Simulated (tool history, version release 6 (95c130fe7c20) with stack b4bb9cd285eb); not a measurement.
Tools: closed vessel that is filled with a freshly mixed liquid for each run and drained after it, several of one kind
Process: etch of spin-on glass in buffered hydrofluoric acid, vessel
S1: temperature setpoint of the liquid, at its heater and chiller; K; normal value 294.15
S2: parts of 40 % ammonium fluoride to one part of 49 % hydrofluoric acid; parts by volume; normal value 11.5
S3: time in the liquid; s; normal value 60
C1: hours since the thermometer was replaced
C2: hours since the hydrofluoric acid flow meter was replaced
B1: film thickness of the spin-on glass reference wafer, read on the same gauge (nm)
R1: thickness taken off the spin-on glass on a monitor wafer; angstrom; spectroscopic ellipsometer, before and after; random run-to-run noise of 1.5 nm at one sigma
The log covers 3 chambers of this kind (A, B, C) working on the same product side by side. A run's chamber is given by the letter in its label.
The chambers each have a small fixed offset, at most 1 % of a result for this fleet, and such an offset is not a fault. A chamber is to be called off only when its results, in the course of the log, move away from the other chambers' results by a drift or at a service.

Run 1A, hour 3: usual settings; C1 454; C2 109.8; B1 89.997. Result: R1 1903.5 angstrom.
Run 2C, hour 6.5: usual settings; C1 522.4; C2 522.1; B1 90.002. Result: R1 1942.3 angstrom.
Run 3B, hour 10.2: usual settings; C1 1384.2; C2 2041.5; B1 89.995. Result: R1 1898.5 angstrom.
Run 4C, hour 15.5: usual settings; C1 531.4; C2 531.1; B1 90.011. Result: R1 1901.7 angstrom.
Run 5A, hour 18.1: usual settings; C1 469.1; C2 124.9; B1 89.98. Result: R1 1899.5 angstrom.
Run 6B, hour 20.8: usual settings; C1 1394.8; C2 2052.1; B1 90.005. Result: R1 1900 angstrom.
Run 7C, hour 23.4: usual settings; C1 539.3; C2 539; B1 89.999. Result: R1 1922.2 angstrom.
Run 8B, hour 28.2: usual settings; C1 1402.2; C2 2059.5; B1 89.985. Result: R1 1885 angstrom.
Run 9A, hour 32.4: usual settings; C1 483.4; C2 139.2; B1 89.971. Result: R1 1898.4 angstrom.
Run 10B, hour 37.1: usual settings; C1 1411.1; C2 2068.4; B1 89.983. Result: R1 1920.1 angstrom.
Run 11A, hour 42.5: usual settings; C1 493.5; C2 149.3; B1 90.031. Result: R1 1914.4 angstrom.
Run 12C, hour 48: usual settings; C1 563.9; C2 563.6; B1 90.008. Result: R1 1924.7 angstrom.
Run 13C, hour 53.1: usual settings; C1 569; C2 568.7; B1 89.997. Result: R1 1919.6 angstrom.
Run 14A, hour 56.3: usual settings; C1 507.3; C2 163.1; B1 90.013. Result: R1 1908.9 angstrom.
Run 15B, hour 61.5: usual settings; C1 1435.5; C2 2092.8; B1 89.988. Result: R1 1913.2 angstrom.
Run 16A, hour 66.2: usual settings; C1 517.2; C2 173; B1 89.987. Result: R1 1905.1 angstrom.
Run 17C, hour 71.5: usual settings; C1 587.4; C2 587.1; B1 90.015. Result: R1 1907.7 angstrom.
Run 18B, hour 74.4: usual settings; C1 1448.4; C2 2105.7; B1 90.001. Result: R1 1901.5 angstrom.
Run 19B, hour 78.8: usual settings but S1 290.15 K; C1 1452.8; C2 2110.1; B1 90.006. Result: R1 1549.5 angstrom.
Run 20C, hour 82.9: usual settings but S1 290.15 K; C1 598.8; C2 598.5; B1 89.984. Result: R1 1535.1 angstrom.
Run 21A, hour 86.2: usual settings but S1 290.15 K; C1 537.2; C2 193; B1 89.986. Result: R1 1511.8 angstrom.
Run 22A, hour 91.1: usual settings; C1 542.1; C2 197.9; B1 89.997. Result: R1 1915 angstrom.
Run 23C, hour 94.5: usual settings; C1 610.4; C2 610.1; B1 89.992. Result: R1 1943.1 angstrom.
Run 24B, hour 99: usual settings; C1 1473; C2 2130.3; B1 90.013. Result: R1 1914.2 angstrom.
Run 25B, hour 103.5: usual settings; C1 1477.5; C2 2134.8; B1 90.002. Result: R1 1877.1 angstrom.
Run 26A, hour 106.4: usual settings; C1 557.4; C2 213.2; B1 89.995. Result: R1 1929.9 angstrom.
Run 27C, hour 109.9: usual settings; C1 625.8; C2 625.5; B1 90. Result: R1 1935.8 angstrom.
Run 28C, hour 112.6: usual settings; C1 628.5; C2 628.2; B1 90.015. Result: R1 1906.7 angstrom.
Run 29B, hour 118.3: usual settings; C1 1492.3; C2 2149.6; B1 90.018. Result: R1 1906.9 angstrom.
Run 30A, hour 123.9: usual settings; C1 574.9; C2 230.7; B1 90.016. Result: R1 1901.8 angstrom.
Run 31C, hour 128.3: usual settings; C1 644.2; C2 643.9; B1 90.01. Result: R1 1919.7 angstrom.
Run 32B, hour 133.1: usual settings; C1 1507.1; C2 2164.4; B1 90.002. Result: R1 1907.2 angstrom.
Run 33A, hour 138.1: usual settings; C1 589.1; C2 244.9; B1 89.994. Result: R1 1901.3 angstrom.
Run 34A, hour 143.5: usual settings; C1 594.5; C2 250.3; B1 90.02. Result: R1 1899.4 angstrom.
Run 35B, hour 146.8: usual settings; C1 1520.8; C2 2178.1; B1 90.008. Result: R1 1924.3 angstrom.
Run 36C, hour 151.9: usual settings; C1 667.8; C2 667.5; B1 90.006. Result: R1 1917.9 angstrom.
Run 37C, hour 155.8: usual settings but S2 16 parts by volume; C1 671.7; C2 671.4; B1 89.989. Result: R1 1390.6 angstrom.
Run 38A, hour 159.7: usual settings but S2 16 parts by volume; C1 610.7; C2 266.5; B1 90.023. Result: R1 1394.5 angstrom.

Decide between three cases: one chamber stands off from its peers, the gauge reading all wafers drifts, or nothing is wrong past each chamber's small offset. Where a chamber is off, say which and what most likely put it there.

No chamber is off and the gauge is stable; the differences are just each chamber's small, constant offset.

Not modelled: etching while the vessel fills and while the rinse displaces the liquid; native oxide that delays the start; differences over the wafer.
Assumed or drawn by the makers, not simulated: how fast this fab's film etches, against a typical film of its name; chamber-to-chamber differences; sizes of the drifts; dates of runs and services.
